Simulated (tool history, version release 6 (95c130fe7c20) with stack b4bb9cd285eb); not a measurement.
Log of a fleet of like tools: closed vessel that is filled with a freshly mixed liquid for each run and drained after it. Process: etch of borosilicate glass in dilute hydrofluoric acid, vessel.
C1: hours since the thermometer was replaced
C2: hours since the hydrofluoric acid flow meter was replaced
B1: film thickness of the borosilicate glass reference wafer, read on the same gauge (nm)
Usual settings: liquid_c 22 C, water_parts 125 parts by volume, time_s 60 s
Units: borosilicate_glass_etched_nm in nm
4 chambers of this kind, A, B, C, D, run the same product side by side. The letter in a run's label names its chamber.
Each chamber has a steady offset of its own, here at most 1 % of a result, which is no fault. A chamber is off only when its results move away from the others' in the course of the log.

run 1C hour=4.7 | liquid_c=22 water_parts=125 time_s=60 | C1=1909.3 C2=177.9 | B1=120.01 | borosilicate_glass_etched_nm=13.125
run 2B hour=9.8 | liquid_c=22 water_parts=125 time_s=60 | C1=2342.3 C2=1395.5 | B1=120 | borosilicate_glass_etched_nm=13.192
run 3A hour=14.1 | liquid_c=22 water_parts=125 time_s=60 | C1=845.5 C2=937.8 | B1=120 | borosilicate_glass_etched_nm=12.796
run 4D hour=19.2 | liquid_c=22 water_parts=125 time_s=60 | C1=694.1 C2=333.3 | B1=120.01 | borosilicate_glass_etched_nm=12.848
run 5C hour=24.5 | liquid_c=22 water_parts=125 time_s=60 | C1=1929.1 C2=197.7 | B1=119.99 | borosilicate_glass_etched_nm=12.983
run 6B hour=28.9 | liquid_c=22 water_parts=125 time_s=60 | C1=2361.4 C2=1414.6 | B1=120 | borosilicate_glass_etched_nm=13.106
run 7A hour=33.5 | liquid_c=22 water_parts=125 time_s=60 | C1=864.9 C2=957.2 | B1=120 | borosilicate_glass_etched_nm=12.998
run 8D hour=37.5 | liquid_c=22 water_parts=125 time_s=60 | C1=712.4 C2=351.6 | B1=119.99 | borosilicate_glass_etched_nm=12.827
run 9C hour=42.4 | liquid_c=22 water_parts=125 time_s=60 | C1=1947 C2=215.6 | B1=119.99 | borosilicate_glass_etched_nm=12.926
run 10B hour=45.9 | liquid_c=22 water_parts=125 time_s=60 | C1=2378.4 C2=1431.6 | B1=120 | borosilicate_glass_etched_nm=13.285
run 11A hour=49.2 | liquid_c=22 water_parts=85 time_s=60 | C1=880.6 C2=972.9 | B1=120.02 | borosilicate_glass_etched_nm=19.955
run 12D hour=52.9 | liquid_c=22 water_parts=85 time_s=60 | C1=727.8 C2=367 | B1=120.02 | borosilicate_glass_etched_nm=19.822
run 13C hour=56.8 | liquid_c=22 water_parts=85 time_s=60 | C1=1961.4 C2=230 | B1=120.02 | borosilicate_glass_etched_nm=20.47
run 14A hour=62.1 | liquid_c=22 water_parts=85 time_s=60 | C1=893.5 C2=985.8 | B1=120 | borosilicate_glass_etched_nm=19.7
run 15D hour=65.2 | liquid_c=22 water_parts=125 time_s=60 | C1=740.1 C2=379.3 | B1=119.99 | borosilicate_glass_etched_nm=12.999
run 16B hour=69.8 | liquid_c=22 water_parts=125 time_s=60 | C1=2402.3 C2=1455.5 | B1=119.99 | borosilicate_glass_etched_nm=13.171
run 17D hour=76.1 | liquid_c=22 water_parts=125 time_s=60 | C1=751 C2=390.2 | B1=119.99 | borosilicate_glass_etched_nm=12.823
run 18C hour=82.3 | liquid_c=22 water_parts=125 time_s=60 | C1=1986.9 C2=255.5 | B1=120.01 | borosilicate_glass_etched_nm=13.102
run 19A hour=88.7 | liquid_c=22 water_parts=125 time_s=60 | C1=920.1 C2=1012.4 | B1=120.01 | borosilicate_glass_etched_nm=12.402
run 20B hour=94.6 | liquid_c=22 water_parts=125 time_s=60 | C1=2427.1 C2=1480.3 | B1=120 | borosilicate_glass_etched_nm=13.236
run 21A hour=100.4 | liquid_c=26.5 water_parts=70 time_s=60 | C1=931.8 C2=1024.1 | B1=120.02 | borosilicate_glass_etched_nm=28.067
run 22B hour=105.4 | liquid_c=26.5 water_parts=70 time_s=60 | C1=2437.9 C2=1491.1 | B1=119.99 | borosilicate_glass_etched_nm=30.352
run 23C hour=110.4 | liquid_c=26.5 water_parts=70 time_s=60 | C1=2015 C2=283.6 | B1=120.01 | borosilicate_glass_etched_nm=30.057
run 24D hour=113.6 | liquid_c=26.5 water_parts=70 time_s=60 | C1=788.5 C2=427.7 | B1=120 | borosilicate_glass_etched_nm=29.898
run 25B hour=118.2 | liquid_c=22 water_parts=125 time_s=60 | C1=2450.7 C2=1503.9 | B1=119.99 | borosilicate_glass_etched_nm=13.174
run 26D hour=121.2 | liquid_c=22 water_parts=125 time_s=60 | C1=796.1 C2=435.3 | B1=119.98 | borosilicate_glass_etched_nm=12.992
run 27C hour=124.4 | liquid_c=25 water_parts=125 time_s=60 | C1=2029 C2=297.6 | B1=120 | borosilicate_glass_etched_nm=14.639
run 28A hour=128.7 | liquid_c=25 water_parts=125 time_s=60 | C1=960.1 C2=1052.4 | B1=120 | borosilicate_glass_etched_nm=13.087
run 29B hour=131.9 | liquid_c=25 water_parts=125 time_s=60 | C1=2464.4 C2=1517.6 | B1=120 | borosilicate_glass_etched_nm=14.849
run 30A hour=138.2 | liquid_c=25 water_parts=125 time_s=60 | C1=969.6 C2=1061.9 | B1=120.01 | borosilicate_glass_etched_nm=13.08

All 4 chambers run these settings next. Forecast each chamber's results:
run 31A hour=143 | liquid_c=22 water_parts=125 time_s=60 | borosilicate_glass_etched_nm=?
run 31B hour=143 | liquid_c=22 water_parts=125 time_s=60 | borosilicate_glass_etched_nm=?
run 31C hour=143 | liquid_c=22 water_parts=125 time_s=60 | borosilicate_glass_etched_nm=?
run 31D hour=143 | liquid_c=22 water_parts=125 time_s=60 | borosilicate_glass_etched_nm=?

run=31A borosilicate_glass_etched_nm=11.454
run=31B borosilicate_glass_etched_nm=13.084
run=31C borosilicate_glass_etched_nm=13.013
run=31D borosilicate_glass_etched_nm=12.97

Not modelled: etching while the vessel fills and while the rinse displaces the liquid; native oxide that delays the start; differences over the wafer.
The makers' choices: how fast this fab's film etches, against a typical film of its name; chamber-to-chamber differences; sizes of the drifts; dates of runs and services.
